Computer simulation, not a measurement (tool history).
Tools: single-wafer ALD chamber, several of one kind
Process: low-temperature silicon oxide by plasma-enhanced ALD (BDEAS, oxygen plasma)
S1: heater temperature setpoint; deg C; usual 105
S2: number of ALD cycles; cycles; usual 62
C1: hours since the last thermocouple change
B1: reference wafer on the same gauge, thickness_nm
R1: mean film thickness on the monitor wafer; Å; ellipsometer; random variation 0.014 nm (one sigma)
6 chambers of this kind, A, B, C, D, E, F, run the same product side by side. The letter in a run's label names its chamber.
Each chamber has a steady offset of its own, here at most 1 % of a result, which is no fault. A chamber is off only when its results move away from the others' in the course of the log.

Run 1E, hour 8.6: usual settings; C1 1709.8; B1 9.4455. Result: R1 87.703 Å.
Run 2C, hour 21.1: usual settings; C1 606.9; B1 9.4435. Result: R1 87.990 Å.
Run 3A, hour 37.4: usual settings; C1 1843.0; B1 9.4402. Result: R1 87.842 Å.
Run 4D, hour 50.9: usual settings; C1 661.3; B1 9.4471. Result: R1 87.627 Å.
Run 5F, hour 64.4: usual settings but S1 98 deg C; C1 523.5; B1 9.4488. Result: R1 88.838 Å.
Run 6B, hour 78.2: usual settings but S1 98 deg C; C1 482.6; B1 9.4496. Result: R1 88.360 Å.
At hour 82.4: chamber E: thermocouple changed; heater temperature recalibrated.
Run 7A, hour 94.9: usual settings but S1 98 deg C; C1 1900.5; B1 9.4459. Result: R1 89.364 Å.
Run 8F, hour 107.4: usual settings but S1 98 deg C; C1 566.5; B1 9.4539. Result: R1 88.878 Å.
Run 9E, hour 117.8: usual settings but S1 98 deg C; C1 35.4; B1 9.4568. Result: R1 89.450 Å.
Run 10B, hour 130.9: usual settings but S1 98 deg C; C1 535.3; B1 9.4573. Result: R1 88.450 Å.
Run 11D, hour 145.6: usual settings; C1 756.0; B1 9.4552. Result: R1 87.559 Å.
Run 12C, hour 160.0: usual settings; C1 745.8; B1 9.4634. Result: R1 88.174 Å.
Run 13D, hour 167.9: usual settings; C1 778.3; B1 9.4632. Result: R1 87.721 Å.
Run 14C, hour 180.7: usual settings; C1 766.5; B1 9.4687. Result: R1 87.983 Å.
Run 15E, hour 191.6: usual settings; C1 109.2; B1 9.4691. Result: R1 87.873 Å.
Run 16F, hour 206.6: usual settings; C1 665.7; B1 9.4660. Result: R1 87.577 Å.
Run 17A, hour 220.9: usual settings; C1 2026.5; B1 9.4715. Result: R1 88.307 Å.
Run 18B, hour 231.9: usual settings but S1 98 deg C, S2 51 cycles; C1 636.3; B1 9.4726. Result: R1 72.758 Å.
Run 19C, hour 245.3: usual settings but S1 98 deg C, S2 51 cycles; C1 831.1; B1 9.4732. Result: R1 73.880 Å.
Run 20A, hour 255.3: usual settings but S1 98 deg C, S2 51 cycles; C1 2060.9; B1 9.4732. Result: R1 73.757 Å.
Run 21F, hour 268.4: usual settings but S1 98 deg C, S2 51 cycles; C1 727.5; B1 9.4793. Result: R1 73.444 Å.
Run 22D, hour 283.1: usual settings but S1 98 deg C, S2 51 cycles; C1 893.5; B1 9.4795. Result: R1 73.255 Å.
At hour 290.2: chamber A: thermocouple changed; heater temperature recalibrated.
Run 23B, hour 296.3: usual settings but S1 98 deg C, S2 51 cycles; C1 700.7; B1 9.4786. Result: R1 73.013 Å.
Run 24E, hour 305.3: usual settings; C1 222.9; B1 9.4795. Result: R1 88.383 Å.
Run 25D, hour 316.0: usual settings; C1 926.4; B1 9.4809. Result: R1 87.739 Å.
Run 26F, hour 326.7: usual settings but S1 98 deg C, S2 54 cycles; C1 785.8; B1 9.4838. Result: R1 77.827 Å.
Run 27E, hour 335.2: usual settings but S1 98 deg C, S2 54 cycles; C1 252.8; B1 9.4810. Result: R1 77.867 Å.
Run 28B, hour 346.2: usual settings but S1 98 deg C, S2 54 cycles; C1 750.6; B1 9.4848. Result: R1 77.422 Å.
Run 29A, hour 360.7: usual settings but S1 98 deg C, S2 54 cycles; C1 70.6; B1 9.4897. Result: R1 78.000 Å.
Run 30C, hour 368.6: usual settings but S1 98 deg C, S2 54 cycles; C1 954.4; B1 9.4884. Result: R1 78.344 Å.
Run 31E, hour 378.6: usual settings but S1 98 deg C, S2 54 cycles; C1 296.2; B1 9.4878. Result: R1 77.773 Å.
Run 32B, hour 387.0: usual settings; C1 791.4; B1 9.4881. Result: R1 87.418 Å.
Run 33C, hour 401.0: usual settings; C1 986.8; B1 9.4931. Result: R1 88.593 Å.
Run 34A, hour 408.9: usual settings but S1 113 deg C, S2 54 cycles; C1 118.8; B1 9.4975. Result: R1 75.478 Å.
Run 35F, hour 422.7: usual settings but S1 113 deg C, S2 54 cycles; C1 881.8; B1 9.4983. Result: R1 75.496 Å.
Run 36D, hour 436.9: usual settings but S1 113 deg C, S2 54 cycles; C1 1047.3; B1 9.4976. Result: R1 75.609 Å.
Run 37E, hour 449.9: usual settings but S1 113 deg C, S2 54 cycles; C1 367.5; B1 9.4996. Result: R1 75.621 Å.

Next, every chamber runs the same settings. What will each give?
Run 38A, hour 461.8: usual settings but S2 66 cycles. Result: R1 ?.
Run 38B, hour 461.8: usual settings but S2 66 cycles. Result: R1 ?.
Run 38C, hour 461.8: usual settings but S2 66 cycles. Result: R1 ?.
Run 38D, hour 461.8: usual settings but S2 66 cycles. Result: R1 ?.
Run 38E, hour 461.8: usual settings but S2 66 cycles. Result: R1 ?.
Run 38F, hour 461.8: usual settings but S2 66 cycles. Result: R1 ?.

run      R1
38A  93.828
38B  92.892
38C  94.086
38D  93.829
38E  93.949
38F  93.702

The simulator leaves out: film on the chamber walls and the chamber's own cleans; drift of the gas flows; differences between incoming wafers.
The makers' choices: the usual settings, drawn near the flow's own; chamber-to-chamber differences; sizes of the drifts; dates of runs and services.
